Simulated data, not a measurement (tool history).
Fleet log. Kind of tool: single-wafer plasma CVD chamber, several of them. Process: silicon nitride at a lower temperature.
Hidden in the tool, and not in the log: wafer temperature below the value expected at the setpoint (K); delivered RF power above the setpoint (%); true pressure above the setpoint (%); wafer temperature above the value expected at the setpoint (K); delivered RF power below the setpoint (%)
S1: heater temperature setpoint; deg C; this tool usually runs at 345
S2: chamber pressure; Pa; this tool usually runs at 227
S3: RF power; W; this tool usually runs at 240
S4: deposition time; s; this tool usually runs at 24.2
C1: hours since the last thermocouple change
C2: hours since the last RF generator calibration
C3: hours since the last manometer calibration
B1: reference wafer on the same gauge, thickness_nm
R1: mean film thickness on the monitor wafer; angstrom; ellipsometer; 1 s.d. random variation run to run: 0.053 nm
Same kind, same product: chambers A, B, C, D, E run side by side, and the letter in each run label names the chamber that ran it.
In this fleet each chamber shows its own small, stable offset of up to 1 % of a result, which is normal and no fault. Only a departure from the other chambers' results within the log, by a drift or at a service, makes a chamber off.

run	hour	S1	S2	S3	S4	C1	C2	C3	B1	R1
1C	15.9	345	227	240	24.2	771.4	1178.6	940.8	20.906	249.32
# hour 19.8: chamber E: capacitance manometer re-zeroed and calibrated
2D	27.4	345	227	240	24.2	1814.6	1513.7	93.5	20.915	250.36
3A	38.3	345	227	240	24.2	1526.0	618.4	1548.8	20.912	248.06
4E	46.8	345	227	240	24.2	346.2	795.3	27.1	20.884	248.60
5B	56.6	345	227	240	24.2	640.8	798.7	561.5	20.902	248.11
6A	65.1	345	227	240	24.2	1552.8	645.2	1575.6	20.903	248.61
7D	72.9	354	227	240	24.2	1860.1	1559.2	139.0	20.901	249.37
# hour 78.7: chamber D: thermocouple changed; heater temperature recalibrated
8E	83.1	354	227	240	24.2	382.5	831.6	63.4	20.890	248.11
# hour 92.1: chamber B: RF generator calibrated
9B	98.9	354	227	240	24.2	683.1	6.9	603.8	20.889	247.37
# hour 99.0: chamber C: thermocouple changed; heater temperature recalibrated
10C	108.9	354	227	240	24.2	10.0	1271.6	1033.8	20.905	248.02
# hour 114.0: chamber D: RF generator calibrated
11C	117.8	354	227	240	24.2	18.9	1280.5	1042.7	20.892	247.77
12B	129.5	345	227	240	24.2	713.7	37.5	634.4	20.904	247.83
13A	144.3	345	227	240	24.2	1632.0	724.4	1654.8	20.912	248.95
14D	157.3	345	227	240	24.2	78.6	43.4	223.4	20.908	250.32
# hour 163.3: chamber A: thermocouple changed; heater temperature recalibrated
15E	173.3	345	227	240	24.2	472.7	921.8	153.6	20.916	249.11
16D	188.6	345	227	240	24.2	109.9	74.7	254.7	20.891	249.75
17C	198.4	345	227	240	24.2	99.5	1361.1	1123.3	20.898	249.64
18A	212.5	345	227	240	24.2	49.3	792.6	1723.0	20.907	249.00
19E	226.5	334	227	240	25.7	525.9	975.0	206.8	20.904	264.90
20B	242.8	334	227	240	25.7	827.0	150.8	747.7	20.898	264.99
21B	250.7	334	227	240	25.7	834.9	158.7	755.6	20.912	263.70
22E	265.5	334	227	240	25.7	564.9	1014.0	245.8	20.901	263.87
23A	273.8	334	227	240	25.7	110.6	853.9	1784.3	20.888	265.03
24D	281.1	345	227	240	24.2	202.4	167.2	347.2	20.906	249.93
25C	289.2	345	227	240	24.2	190.3	1451.9	1214.1	20.909	250.13
26B	300.3	333	227	260	24.2	884.5	208.3	805.2	20.903	262.50
27C	313.0	333	227	260	24.2	214.1	1475.7	1237.9	20.909	264.17
28A	328.3	333	227	260	24.2	165.1	908.4	1838.8	20.891	264.27
29E	337.7	333	227	260	24.2	637.1	1086.2	318.0	20.907	264.83
30D	348.4	333	227	260	24.2	269.7	234.5	414.5	20.905	264.26

Does one chamber stand apart from the rest, does the shared gauge drift, or is all well apart from small per-chamber offsets? Give the chamber and the most likely cause, where there is one.

Nothing is wrong: each chamber keeps only its own small, steady offset and the gauge holds still.
